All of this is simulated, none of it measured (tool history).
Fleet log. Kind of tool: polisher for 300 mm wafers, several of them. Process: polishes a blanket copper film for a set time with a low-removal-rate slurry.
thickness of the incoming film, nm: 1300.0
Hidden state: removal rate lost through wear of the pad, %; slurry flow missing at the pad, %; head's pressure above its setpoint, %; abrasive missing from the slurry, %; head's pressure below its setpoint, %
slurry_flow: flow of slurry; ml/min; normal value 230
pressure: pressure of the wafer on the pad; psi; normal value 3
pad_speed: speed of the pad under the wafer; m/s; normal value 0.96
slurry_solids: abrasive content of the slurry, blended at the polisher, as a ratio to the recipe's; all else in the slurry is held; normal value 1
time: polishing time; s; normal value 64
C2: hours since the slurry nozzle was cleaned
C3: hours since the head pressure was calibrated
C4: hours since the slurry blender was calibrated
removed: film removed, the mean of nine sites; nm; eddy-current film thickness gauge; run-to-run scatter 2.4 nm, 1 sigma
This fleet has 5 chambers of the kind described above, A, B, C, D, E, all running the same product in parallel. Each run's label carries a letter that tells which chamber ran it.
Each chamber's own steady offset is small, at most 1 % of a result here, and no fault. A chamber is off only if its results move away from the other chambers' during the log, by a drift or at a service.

-- hour=5.3 chamber D: slurry blender recalibrated
run 1E hour=7.0 | slurry_flow=230 pressure=3 pad_speed=0.96 slurry_solids=1 time=64 | wafers_polished_on_this_pad=331 C2=560.6 C3=790.3 C4=88.9 | removed=157.85
-- hour=12.0 chamber B: worn pad replaced by a new one
-- hour=14.5 chamber C: worn pad replaced by a new one
run 2B hour=17.5 | slurry_flow=230 pressure=3 pad_speed=0.96 slurry_solids=1 time=64 | wafers_polished_on_this_pad=49 C2=448.1 C3=857.9 C4=317.8 | removed=158.10
-- hour=25.7 chamber C: slurry blender recalibrated
run 3A hour=26.6 | slurry_flow=230 pressure=3 pad_speed=0.96 slurry_solids=1 time=64 | wafers_polished_on_this_pad=390 C2=276.1 C3=139.0 C4=340.2 | removed=157.29
run 4D hour=40.2 | slurry_flow=230 pressure=3 pad_speed=0.96 slurry_solids=1 time=64 | wafers_polished_on_this_pad=891 C2=272.6 C3=413.5 C4=35.0 | removed=156.67
run 5C hour=46.3 | slurry_flow=230 pressure=3 pad_speed=0.96 slurry_solids=1 time=64 | wafers_polished_on_this_pad=283 C2=338.3 C3=962.5 C4=20.6 | removed=158.35
-- hour=49.3 chamber E: head pressure recalibrated
-- hour=58.4 chamber E: worn pad replaced by a new one
run 6E hour=59.9 | slurry_flow=230 pressure=3 pad_speed=0.96 slurry_solids=1 time=64 | wafers_polished_on_this_pad=13 C2=613.5 C3=10.6 C4=141.8 | removed=161.70
-- hour=71.4 chamber A: worn pad replaced by a new one
-- hour=71.8 chamber D: worn pad replaced by a new one
run 7A hour=72.0 | slurry_flow=230 pressure=3 pad_speed=0.96 slurry_solids=1 time=56 | wafers_polished_on_this_pad=5 C2=321.5 C3=184.4 C4=385.6 | removed=140.04
-- hour=74.8 chamber B: slurry blender recalibrated
run 8C hour=78.1 | slurry_flow=230 pressure=3 pad_speed=0.96 slurry_solids=1 time=56 | wafers_polished_on_this_pad=566 C2=370.1 C3=994.3 C4=52.4 | removed=140.18
-- hour=81.7 chamber C: worn pad replaced by a new one
run 9D hour=90.0 | slurry_flow=230 pressure=3 pad_speed=0.96 slurry_solids=1 time=56 | wafers_polished_on_this_pad=162 C2=322.4 C3=463.3 C4=84.8 | removed=141.38
run 10B hour=98.2 | slurry_flow=230 pressure=3 pad_speed=0.96 slurry_solids=1 time=56 | wafers_polished_on_this_pad=768 C2=528.8 C3=938.6 C4=23.5 | removed=135.44
run 11C hour=111.3 | slurry_flow=230 pressure=3 pad_speed=0.96 slurry_solids=1 time=56 | wafers_polished_on_this_pad=263 C2=403.3 C3=1027.5 C4=85.6 | removed=136.59
run 12B hour=120.0 | slurry_flow=230 pressure=3 pad_speed=0.96 slurry_solids=1 time=64 | wafers_polished_on_this_pad=962 C2=550.6 C3=960.4 C4=45.3 | removed=159.64
-- hour=124.1 chamber D: slurry blender recalibrated
run 13D hour=133.5 | slurry_flow=230 pressure=3 pad_speed=0.96 slurry_solids=1 time=75 | wafers_polished_on_this_pad=549 C2=365.9 C3=506.8 C4=9.4 | removed=184.96
-- hour=145.3 chamber C: worn pad replaced by a new one
-- hour=145.4 chamber B: slurry nozzle cleaned
run 14E hour=145.9 | slurry_flow=230 pressure=3 pad_speed=0.96 slurry_solids=1 time=75 | wafers_polished_on_this_pad=779 C2=699.5 C3=96.6 C4=227.8 | removed=183.14
-- hour=148.5 chamber B: worn pad replaced by a new one
-- hour=149.9 chamber E: slurry nozzle cleaned
run 15A hour=156.7 | slurry_flow=230 pressure=3 pad_speed=0.96 slurry_solids=1 time=75 | wafers_polished_on_this_pad=759 C2=406.2 C3=269.1 C4=470.3 | removed=183.99
-- hour=161.3 chamber A: worn pad replaced by a new one
-- hour=163.5 chamber E: worn pad replaced by a new one
run 16C hour=164.4 | slurry_flow=230 pressure=3 pad_speed=0.96 slurry_solids=1 time=75 | wafers_polished_on_this_pad=170 C2=456.4 C3=1080.6 C4=138.7 | removed=188.51
run 17D hour=177.1 | slurry_flow=230 pressure=3 pad_speed=0.96 slurry_solids=1 time=75 | wafers_polished_on_this_pad=938 C2=409.5 C3=550.4 C4=53.0 | removed=184.31
-- hour=183.7 chamber C: slurry blender recalibrated
run 18E hour=185.1 | slurry_flow=230 pressure=3 pad_speed=0.96 slurry_solids=1 time=64 | wafers_polished_on_this_pad=192 C2=35.2 C3=135.8 C4=267.0 | removed=163.20
run 19B hour=191.9 | slurry_flow=230 pressure=3 pad_speed=0.96 slurry_solids=1 time=64 | wafers_polished_on_this_pad=386 C2=46.5 C3=1032.3 C4=117.2 | removed=161.33
-- hour=198.6 chamber D: worn pad replaced by a new one
-- hour=203.8 chamber A: slurry blender recalibrated
run 20A hour=204.0 | slurry_flow=230 pressure=3 pad_speed=0.96 slurry_solids=1 time=64 | wafers_polished_on_this_pad=381 C2=453.5 C3=316.4 C4=0.3 | removed=157.59
-- hour=210.1 chamber A: slurry nozzle cleaned
run 21E hour=213.0 | slurry_flow=230 pressure=3 pad_speed=0.96 slurry_solids=1 time=64 | wafers_polished_on_this_pad=441 C2=63.1 C3=163.7 C4=294.9 | removed=158.49
-- hour=216.9 chamber C: worn pad replaced by a new one
run 22D hour=225.1 | slurry_flow=230 pressure=3 pad_speed=0.96 slurry_solids=1 time=64 | wafers_polished_on_this_pad=236 C2=457.5 C3=598.4 C4=101.0 | removed=161.35
run 23A hour=232.1 | slurry_flow=200 pressure=3 pad_speed=0.96 slurry_solids=1 time=56 | wafers_polished_on_this_pad=631 C2=22.1 C3=344.5 C4=28.4 | removed=137.26
-- hour=236.0 chamber A: worn pad replaced by a new one
-- hour=236.1 chamber D: slurry blender recalibrated
run 24B hour=242.6 | slurry_flow=200 pressure=3 pad_speed=0.96 slurry_solids=1 time=56 | wafers_polished_on_this_pad=838 C2=97.2 C3=1083.0 C4=167.9 | removed=138.27
run 25C hour=249.4 | slurry_flow=200 pressure=3 pad_speed=0.96 slurry_solids=1 time=56 | wafers_polished_on_this_pad=290 C2=541.4 C3=1165.6 C4=65.8 | removed=135.79
run 26A hour=261.8 | slurry_flow=200 pressure=3 pad_speed=0.96 slurry_solids=1 time=56 | wafers_polished_on_this_pad=230 C2=51.8 C3=374.2 C4=58.1 | removed=138.30
run 27D hour=273.7 | slurry_flow=200 pressure=3 pad_speed=0.96 slurry_solids=1 time=56 | wafers_polished_on_this_pad=669 C2=506.1 C3=647.0 C4=37.6 | removed=141.68
-- hour=281.0 chamber E: worn pad replaced by a new one
-- hour=282.4 chamber B: head pressure recalibrated
-- hour=283.7 chamber A: head pressure recalibrated
-- hour=286.0 chamber C: worn pad replaced by a new one
run 28C hour=287.0 | slurry_flow=230 pressure=3 pad_speed=0.96 slurry_solids=1 time=64 | wafers_polished_on_this_pad=9 C2=579.0 C3=1203.2 C4=103.4 | removed=160.79
-- hour=289.8 chamber C: slurry nozzle cleaned
-- hour=294.9 chamber B: worn pad replaced by a new one
run 29E hour=295.9 | slurry_flow=230 pressure=3 pad_speed=0.96 slurry_solids=1 time=64 | wafers_polished_on_this_pad=133 C2=146.0 C3=246.6 C4=377.8 | removed=160.38
run 30B hour=302.2 | slurry_flow=285 pressure=3 pad_speed=0.96 slurry_solids=1 time=50 | wafers_polished_on_this_pad=65 C2=156.8 C3=19.8 C4=227.5 | removed=127.35
run 31A hour=309.4 | slurry_flow=285 pressure=3 pad_speed=0.96 slurry_solids=1 time=50 | wafers_polished_on_this_pad=654 C2=99.4 C3=25.7 C4=105.7 | removed=128.22
run 32B hour=320.1 | slurry_flow=285 pressure=3 pad_speed=0.96 slurry_solids=1 time=50 | wafers_polished_on_this_pad=224 C2=174.7 C3=37.7 C4=245.4 | removed=129.14
-- hour=323.3 chamber D: worn pad replaced by a new one
run 33D hour=330.2 | slurry_flow=285 pressure=3 pad_speed=0.96 slurry_solids=1 time=50 | wafers_polished_on_this_pad=62 C2=562.6 C3=703.5 C4=94.1 | removed=130.25
run 34E hour=343.3 | slurry_flow=285 pressure=3 pad_speed=0.96 slurry_solids=1 time=50 | wafers_polished_on_this_pad=555 C2=193.4 C3=294.0 C4=425.2 | removed=129.84
run 35C hour=352.3 | slurry_flow=230 pressure=3 pad_speed=0.96 slurry_solids=1 time=64 | wafers_polished_on_this_pad=591 C2=62.5 C3=1268.5 C4=168.7 | removed=160.35

The same settings go to every chamber for the next run, one line per chamber below. Forecast the results for each:
run 36A hour=362.2 | slurry_flow=230 pressure=3 pad_speed=0.66 slurry_solids=1 time=64 | removed=?
run 36B hour=362.2 | slurry_flow=230 pressure=3 pad_speed=0.66 slurry_solids=1 time=64 | removed=?
run 36C hour=362.2 | slurry_flow=230 pressure=3 pad_speed=0.66 slurry_solids=1 time=64 | removed=?
run 36D hour=362.2 | slurry_flow=230 pressure=3 pad_speed=0.66 slurry_solids=1 time=64 | removed=?
run 36E hour=362.2 | slurry_flow=230 pressure=3 pad_speed=0.66 slurry_solids=1 time=64 | removed=?

run=36A removed=107.64
run=36B removed=111.78
run=36C removed=107.38
run=36D removed=109.76
run=36E removed=114.14
